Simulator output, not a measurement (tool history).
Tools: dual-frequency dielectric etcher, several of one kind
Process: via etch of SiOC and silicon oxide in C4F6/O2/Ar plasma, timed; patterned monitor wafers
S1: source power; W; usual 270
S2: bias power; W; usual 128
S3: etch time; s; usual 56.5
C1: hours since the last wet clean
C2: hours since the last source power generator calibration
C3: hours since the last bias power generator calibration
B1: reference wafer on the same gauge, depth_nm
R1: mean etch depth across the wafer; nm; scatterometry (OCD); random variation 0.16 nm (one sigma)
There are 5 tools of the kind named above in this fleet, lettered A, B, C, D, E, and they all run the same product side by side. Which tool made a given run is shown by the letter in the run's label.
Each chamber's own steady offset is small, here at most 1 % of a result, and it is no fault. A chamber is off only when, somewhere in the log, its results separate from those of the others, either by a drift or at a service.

{"run": "1B", "hour": 6.4, "S1": 270, "S2": 128, "S3": 56.5, "C1": 311.6, "C2": 2711.0, "C3": 3158.4, "B1": 42.439, "R1": 48.824}
{"run": "2D", "hour": 10.6, "S1": 270, "S2": 128, "S3": 56.5, "C1": 225.2, "C2": 229.5, "C3": 972.8, "B1": 42.398, "R1": 48.661}
{"run": "3E", "hour": 14.8, "S1": 270, "S2": 128, "S3": 56.5, "C1": 51.2, "C2": 2606.3, "C3": 688.8, "B1": 42.394, "R1": 48.992}
{"run": "4C", "hour": 20.1, "S1": 270, "S2": 128, "S3": 56.5, "C1": 253.1, "C2": 1917.5, "C3": 355.8, "B1": 42.395, "R1": 49.464}
{"run": "5A", "hour": 25.4, "S1": 270, "S2": 128, "S3": 56.5, "C1": 103.7, "C2": 864.1, "C3": 3470.3, "B1": 42.402, "R1": 49.356}
{"run": "6E", "hour": 31.2, "S1": 270, "S2": 128, "S3": 56.5, "C1": 67.6, "C2": 2622.7, "C3": 705.2, "B1": 42.384, "R1": 48.75}
{"run": "7A", "hour": 35.1, "S1": 270, "S2": 128, "S3": 56.5, "C1": 113.4, "C2": 873.8, "C3": 3480.0, "B1": 42.394, "R1": 49.592}
{"run": "8D", "hour": 40.3, "S1": 270, "S2": 128, "S3": 56.5, "C1": 254.9, "C2": 259.2, "C3": 1002.5, "B1": 42.378, "R1": 48.702}
{"run": "9B", "hour": 44.7, "S1": 270, "S2": 128, "S3": 56.5, "C1": 349.9, "C2": 2749.3, "C3": 3196.7, "B1": 42.421, "R1": 49.343}
{"run": "10C", "hour": 49.3, "S1": 270, "S2": 128, "S3": 56.5, "C1": 282.3, "C2": 1946.7, "C3": 385.0, "B1": 42.403, "R1": 49.398}
{"run": "11D", "hour": 54.9, "S1": 270, "S2": 128, "S3": 56.5, "C1": 269.5, "C2": 273.8, "C3": 1017.1, "B1": 42.385, "R1": 48.895}
{"run": "12A", "hour": 59.6, "S1": 270, "S2": 128, "S3": 56.5, "C1": 137.9, "C2": 898.3, "C3": 3504.5, "B1": 42.43, "R1": 49.549}
{"run": "13C", "hour": 67.2, "S1": 270, "S2": 128, "S3": 56.5, "C1": 300.2, "C2": 1964.6, "C3": 402.9, "B1": 42.441, "R1": 49.313}
{"run": "14B", "hour": 72.3, "S1": 270, "S2": 128, "S3": 56.5, "C1": 377.5, "C2": 2776.9, "C3": 3224.3, "B1": 42.433, "R1": 48.717}
{"run": "15E", "hour": 78.9, "S1": 270, "S2": 128, "S3": 56.5, "C1": 115.3, "C2": 2670.4, "C3": 752.9, "B1": 42.402, "R1": 48.931}
{"run": "16C", "hour": 83.8, "S1": 270, "S2": 128, "S3": 56.5, "C1": 316.8, "C2": 1981.2, "C3": 419.5, "B1": 42.366, "R1": 49.504}
{"run": "17D", "hour": 88.3, "S1": 320, "S2": 137, "S3": 56.5, "C1": 302.9, "C2": 307.2, "C3": 1050.5, "B1": 42.406, "R1": 53.712}
{"run": "18B", "hour": 95.6, "S1": 320, "S2": 137, "S3": 56.5, "C1": 400.8, "C2": 2800.2, "C3": 3247.6, "B1": 42.439, "R1": 53.684}
{"run": "19E", "hour": 101.8, "S1": 320, "S2": 137, "S3": 56.5, "C1": 138.2, "C2": 2693.3, "C3": 775.8, "B1": 42.399, "R1": 53.044}
{"run": "20A", "hour": 109.4, "S1": 320, "S2": 137, "S3": 56.5, "C1": 187.7, "C2": 948.1, "C3": 3554.3, "B1": 42.378, "R1": 54.068}
{"run": "21E", "hour": 116.3, "S1": 320, "S2": 137, "S3": 56.5, "C1": 152.7, "C2": 2707.8, "C3": 790.3, "B1": 42.381, "R1": 53.076}
{"run": "22B", "hour": 119.9, "S1": 270, "S2": 128, "S3": 56.5, "C1": 425.1, "C2": 2824.5, "C3": 3271.9, "B1": 42.424, "R1": 48.843}
{"hour": 120.7, "done": "chamber B: bias power generator calibrated"}
{"run": "23C", "hour": 123.6, "S1": 270, "S2": 128, "S3": 56.5, "C1": 356.6, "C2": 2021.0, "C3": 459.3, "B1": 42.391, "R1": 50.049}
{"hour": 126.0, "done": "chamber E: source power generator calibrated"}
{"run": "24D", "hour": 126.9, "S1": 270, "S2": 128, "S3": 56.5, "C1": 341.5, "C2": 345.8, "C3": 1089.1, "B1": 42.416, "R1": 49.09}
{"run": "25A", "hour": 132.9, "S1": 270, "S2": 128, "S3": 56.5, "C1": 211.2, "C2": 971.6, "C3": 3577.8, "B1": 42.374, "R1": 49.855}
{"run": "26B", "hour": 140.2, "S1": 270, "S2": 128, "S3": 56.5, "C1": 445.4, "C2": 2844.8, "C3": 19.6, "B1": 42.391, "R1": 49.011}
{"run": "27A", "hour": 143.8, "S1": 270, "S2": 144, "S3": 50.5, "C1": 222.1, "C2": 982.5, "C3": 3588.7, "B1": 42.395, "R1": 45.733}
{"run": "28C", "hour": 151.0, "S1": 270, "S2": 144, "S3": 50.5, "C1": 384.0, "C2": 2048.4, "C3": 486.7, "B1": 42.399, "R1": 46.689}
{"run": "29E", "hour": 154.9, "S1": 270, "S2": 144, "S3": 50.5, "C1": 191.3, "C2": 28.9, "C3": 828.9, "B1": 42.426, "R1": 45.128}
{"run": "30D", "hour": 160.0, "S1": 270, "S2": 144, "S3": 50.5, "C1": 374.6, "C2": 378.9, "C3": 1122.2, "B1": 42.429, "R1": 45.41}
{"hour": 164.8, "done": "chamber B: wet clean of the chamber"}
{"run": "31A", "hour": 166.2, "S1": 270, "S2": 144, "S3": 50.5, "C1": 244.5, "C2": 1004.9, "C3": 3611.1, "B1": 42.407, "R1": 46.086}
{"run": "32E", "hour": 171.5, "S1": 270, "S2": 158, "S3": 41.5, "C1": 207.9, "C2": 45.5, "C3": 845.5, "B1": 42.414, "R1": 37.976}
{"run": "33B", "hour": 175.6, "S1": 270, "S2": 158, "S3": 41.5, "C1": 10.9, "C2": 2880.2, "C3": 55.0, "B1": 42.395, "R1": 38.174}
{"run": "34C", "hour": 182.0, "S1": 270, "S2": 158, "S3": 41.5, "C1": 415.0, "C2": 2079.4, "C3": 517.7, "B1": 42.417, "R1": 40.045}
{"run": "35D", "hour": 186.7, "S1": 270, "S2": 158, "S3": 41.5, "C1": 401.3, "C2": 405.6, "C3": 1148.9, "B1": 42.392, "R1": 38.401}
{"run": "36A", "hour": 192.9, "S1": 270, "S2": 158, "S3": 41.5, "C1": 271.2, "C2": 1031.6, "C3": 3637.8, "B1": 42.38, "R1": 38.84}
{"run": "37C", "hour": 198.3, "S1": 270, "S2": 128, "S3": 56.5, "C1": 431.3, "C2": 2095.7, "C3": 534.0, "B1": 42.387, "R1": 51.164}
{"run": "38E", "hour": 204.2, "S1": 270, "S2": 128, "S3": 56.5, "C1": 240.6, "C2": 78.2, "C3": 878.2, "B1": 42.395, "R1": 49.027}
{"run": "39B", "hour": 210.4, "S1": 270, "S2": 128, "S3": 56.5, "C1": 45.7, "C2": 2915.0, "C3": 89.8, "B1": 42.401, "R1": 49.03}
{"run": "40D", "hour": 215.3, "S1": 270, "S2": 98, "S3": 56.5, "C1": 429.9, "C2": 434.2, "C3": 1177.5, "B1": 42.413, "R1": 45.031}

Next, all 5 chambers run the settings below, one line each with question marks for the results. What does each chamber give?
{"run": "41A", "hour": 220.8, "S1": 270, "S2": 128, "S3": 56.5, "R1": "?"}
{"run": "41B", "hour": 220.8, "S1": 270, "S2": 128, "S3": 56.5, "R1": "?"}
{"run": "41C", "hour": 220.8, "S1": 270, "S2": 128, "S3": 56.5, "R1": "?"}
{"run": "41D", "hour": 220.8, "S1": 270, "S2": 128, "S3": 56.5, "R1": "?"}
{"run": "41E", "hour": 220.8, "S1": 270, "S2": 128, "S3": 56.5, "R1": "?"}

run=41A R1=49.583
run=41B R1=49.143
run=41C R1=51.586
run=41D R1=48.772
run=41E R1=48.570

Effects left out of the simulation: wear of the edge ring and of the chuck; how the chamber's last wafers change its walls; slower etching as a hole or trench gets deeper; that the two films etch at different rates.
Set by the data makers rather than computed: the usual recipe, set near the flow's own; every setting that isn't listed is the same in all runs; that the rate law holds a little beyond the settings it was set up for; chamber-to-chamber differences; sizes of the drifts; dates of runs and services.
